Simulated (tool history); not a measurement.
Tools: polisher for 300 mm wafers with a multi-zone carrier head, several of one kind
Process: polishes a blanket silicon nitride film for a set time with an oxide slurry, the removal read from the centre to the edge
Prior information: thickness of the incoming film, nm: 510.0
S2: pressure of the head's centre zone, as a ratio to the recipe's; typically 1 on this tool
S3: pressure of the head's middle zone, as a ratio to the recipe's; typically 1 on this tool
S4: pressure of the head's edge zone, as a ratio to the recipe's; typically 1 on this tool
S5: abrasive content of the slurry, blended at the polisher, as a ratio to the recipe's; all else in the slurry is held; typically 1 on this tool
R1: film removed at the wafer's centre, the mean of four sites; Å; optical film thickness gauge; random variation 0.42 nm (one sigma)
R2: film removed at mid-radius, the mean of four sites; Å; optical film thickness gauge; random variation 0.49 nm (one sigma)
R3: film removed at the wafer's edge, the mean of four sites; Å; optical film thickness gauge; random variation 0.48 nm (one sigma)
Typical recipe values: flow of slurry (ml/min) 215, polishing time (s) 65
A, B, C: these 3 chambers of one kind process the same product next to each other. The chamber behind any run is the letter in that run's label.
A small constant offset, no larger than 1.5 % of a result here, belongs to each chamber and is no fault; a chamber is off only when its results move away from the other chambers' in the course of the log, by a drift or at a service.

{"run": "1B", "hour": 14.1, "flow of slurry (ml/min)": 215, "S2": 1, "S3": 1, "S4": 1, "S5": 1, "polishing time (s)": 65, "R1": 506.39, "R2": 497.41, "R3": 507.26}
{"hour": 16.7, "done": "chamber C: worn pad replaced by a new one"}
{"run": "2C", "hour": 26.3, "flow of slurry (ml/min)": 215, "S2": 1, "S3": 1, "S4": 1, "S5": 1, "polishing time (s)": 65, "R1": 506.47, "R2": 512.55, "R3": 501.4}
{"run": "3A", "hour": 39.0, "flow of slurry (ml/min)": 215, "S2": 1, "S3": 1, "S4": 1, "S5": 1, "polishing time (s)": 65, "R1": 506.75, "R2": 507.87, "R3": 509.87}
{"run": "4B", "hour": 52.7, "flow of slurry (ml/min)": 215, "S2": 1, "S3": 1, "S4": 1, "S5": 1, "polishing time (s)": 65, "R1": 492.17, "R2": 492.5, "R3": 502.35}
{"hour": 61.9, "done": "chamber B: worn pad replaced by a new one"}
{"run": "5A", "hour": 62.1, "flow of slurry (ml/min)": 215, "S2": 1, "S3": 1, "S4": 1, "S5": 1, "polishing time (s)": 65, "R1": 498.54, "R2": 508.94, "R3": 501.91}
{"hour": 68.8, "done": "chamber A: worn pad replaced by a new one"}
{"run": "6C", "hour": 72.0, "flow of slurry (ml/min)": 215, "S2": 1, "S3": 1, "S4": 1, "S5": 1, "polishing time (s)": 65, "R1": 508.56, "R2": 515.21, "R3": 490.06}
{"run": "7B", "hour": 85.4, "flow of slurry (ml/min)": 215, "S2": 1, "S3": 1, "S4": 1, "S5": 1, "polishing time (s)": 65, "R1": 503.26, "R2": 498.17, "R3": 509.86}
{"hour": 90.8, "done": "chamber A: edge zone pressure recalibrated"}
{"run": "8A", "hour": 97.4, "flow of slurry (ml/min)": 215, "S2": 1.05, "S3": 1, "S4": 1, "S5": 1, "polishing time (s)": 56, "R1": 458.54, "R2": 439.95, "R3": 437.87}
{"run": "9C", "hour": 111.9, "flow of slurry (ml/min)": 215, "S2": 1.05, "S3": 1, "S4": 1, "S5": 1, "polishing time (s)": 56, "R1": 451.45, "R2": 435.58, "R3": 425.48}
{"hour": 123.0, "done": "chamber C: worn pad replaced by a new one"}
{"run": "10C", "hour": 125.5, "flow of slurry (ml/min)": 215, "S2": 1.05, "S3": 1, "S4": 1, "S5": 1, "polishing time (s)": 56, "R1": 444.56, "R2": 425.04, "R3": 421.41}
{"run": "11B", "hour": 136.7, "flow of slurry (ml/min)": 215, "S2": 1.12, "S3": 1, "S4": 0.91, "S5": 1, "polishing time (s)": 65, "R1": 569.81, "R2": 498.23, "R3": 486.09}
{"run": "12A", "hour": 146.7, "flow of slurry (ml/min)": 215, "S2": 1.12, "S3": 1, "S4": 0.91, "S5": 1, "polishing time (s)": 65, "R1": 564.63, "R2": 511.8, "R3": 480.22}
{"run": "13B", "hour": 154.2, "flow of slurry (ml/min)": 215, "S2": 1.12, "S3": 1, "S4": 0.91, "S5": 1, "polishing time (s)": 65, "R1": 571.73, "R2": 488.67, "R3": 474.16}
{"run": "14A", "hour": 162.2, "flow of slurry (ml/min)": 215, "S2": 1, "S3": 1, "S4": 1, "S5": 1, "polishing time (s)": 65, "R1": 508.07, "R2": 506.88, "R3": 503.44}
{"hour": 169.6, "done": "chamber A: worn pad replaced by a new one"}
{"run": "15C", "hour": 173.0, "flow of slurry (ml/min)": 215, "S2": 1, "S3": 1, "S4": 1, "S5": 1, "polishing time (s)": 65, "R1": 482.25, "R2": 485.7, "R3": 482.86}
{"run": "16B", "hour": 180.5, "flow of slurry (ml/min)": 215, "S2": 1, "S3": 1, "S4": 1, "S5": 1, "polishing time (s)": 65, "R1": 506.39, "R2": 497.2, "R3": 511.56}
{"run": "17C", "hour": 189.3, "flow of slurry (ml/min)": 215, "S2": 1, "S3": 1.04, "S4": 1, "S5": 0.75, "polishing time (s)": 65, "R1": 419.45, "R2": 435.04, "R3": 425.12}
{"hour": 191.0, "done": "chamber B: worn pad replaced by a new one"}
{"run": "18A", "hour": 201.8, "flow of slurry (ml/min)": 215, "S2": 1, "S3": 1.04, "S4": 1, "S5": 0.75, "polishing time (s)": 65, "R1": 437.5, "R2": 454.46, "R3": 437.1}
{"run": "19C", "hour": 214.9, "flow of slurry (ml/min)": 215, "S2": 1, "S3": 1.04, "S4": 1, "S5": 0.75, "polishing time (s)": 65, "R1": 409.51, "R2": 421.71, "R3": 420.64}
{"run": "20B", "hour": 226.6, "flow of slurry (ml/min)": 215, "S2": 1, "S3": 1, "S4": 1, "S5": 1, "polishing time (s)": 65, "R1": 508.31, "R2": 497.08, "R3": 506.19}
{"run": "21A", "hour": 238.6, "flow of slurry (ml/min)": 185, "S2": 1, "S3": 1, "S4": 1, "S5": 1, "polishing time (s)": 65, "R1": 496.4, "R2": 506.99, "R3": 496.58}

All 3 chambers run these settings next. Forecast each chamber's results:
{"run": "22A", "hour": 249.3, "flow of slurry (ml/min)": 215, "S2": 1, "S3": 1.05, "S4": 1, "S5": 1, "polishing time (s)": 65, "R1": "?", "R2": "?", "R3": "?"}
{"run": "22B", "hour": 249.3, "flow of slurry (ml/min)": 215, "S2": 1, "S3": 1.05, "S4": 1, "S5": 1, "polishing time (s)": 65, "R1": "?", "R2": "?", "R3": "?"}
{"run": "22C", "hour": 249.3, "flow of slurry (ml/min)": 215, "S2": 1, "S3": 1.05, "S4": 1, "S5": 1, "polishing time (s)": 65, "R1": "?", "R2": "?", "R3": "?"}

run=22A R1=499.95 R2=532.01 R3=504.4
run=22B R1=506.42 R2=521.23 R3=512.27
run=22C R1=459.03 R2=484.36 R3=472.03

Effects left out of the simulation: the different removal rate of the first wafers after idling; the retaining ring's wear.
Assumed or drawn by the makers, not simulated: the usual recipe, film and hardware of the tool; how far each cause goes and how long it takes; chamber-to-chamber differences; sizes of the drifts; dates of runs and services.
